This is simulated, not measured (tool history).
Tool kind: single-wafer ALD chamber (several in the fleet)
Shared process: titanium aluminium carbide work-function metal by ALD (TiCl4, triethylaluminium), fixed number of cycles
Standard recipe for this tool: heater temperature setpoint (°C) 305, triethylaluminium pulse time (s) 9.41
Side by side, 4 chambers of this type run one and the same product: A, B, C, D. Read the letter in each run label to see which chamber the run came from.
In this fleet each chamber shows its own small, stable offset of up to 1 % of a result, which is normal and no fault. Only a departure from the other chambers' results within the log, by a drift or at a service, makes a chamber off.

run,hour,heater temperature setpoint (°C),triethylaluminium pulse time (s),"read-back reference wafer on the same gauge, thickness_nm",mean film thickness on the monitor wafer (nm)
# hour 9.6: chamber C: triethylaluminium bottle replaced
1B,10.3,305,9.41,2.3101,2.0415
2A,22,305,9.41,2.3108,2.019
3D,31.2,305,9.41,2.311,2.0273
4C,45,305,9.41,2.3121,2.0184
5C,51.2,305,9.41,2.3136,2.0201
6B,59.8,305,9.41,2.3128,2.0466
7A,70.2,305,9.41,2.3129,2.0188
# hour 80: chamber B: thermocouple changed; heater temperature recalibrated
8D,82,305,9.41,2.3135,2.0321
9B,92.3,305,9.41,2.3151,2.0527
10A,101.7,305,9.41,2.3155,2.0187
11C,114.8,305,9.41,2.3153,2.0258
12D,124.4,305,9.41,2.3153,2.0319
13C,132.3,298,9.41,2.3157,1.9689
# hour 136.2: chamber D: triethylaluminium bottle replaced
14B,139.9,298,9.41,2.3179,1.9844
15A,153.1,298,9.41,2.3181,1.9638
16D,166.1,298,9.41,2.3178,1.9748
17B,173,305,9.41,2.3191,2.0436
# hour 173.6: chamber A: thermocouple changed; heater temperature recalibrated
18A,181.1,305,9.41,2.319,2.0259
19D,191.1,305,9.41,2.319,2.0352
20C,200,305,9.41,2.3191,2.0238
21B,208.2,305,9.41,2.3191,2.0476
22C,217.1,295,11.21,2.3197,1.9753
23A,225.9,295,11.21,2.3206,1.9768
24D,238.5,295,11.21,2.3213,1.9932
# hour 243.2: chamber A: triethylaluminium bottle replaced
25D,244.7,295,11.21,2.3214,1.9944
26B,255.9,305,9.41,2.3217,2.0532
27C,269.9,305,9.41,2.3227,2.027
28A,282.3,305,9.41,2.3229,2.0279
29C,295.7,305,9.41,2.3234,2.0314

All 4 chambers run these settings next. Forecast each chamber's results:
30A,305.7,294,9.41,,?
30B,305.7,294,9.41,,?
30C,305.7,294,9.41,,?
30D,305.7,294,9.41,,?

run,mean film thickness on the monitor wafer (nm)
30A,1.9397
30B,1.9568
30C,1.9347
30D,1.9478
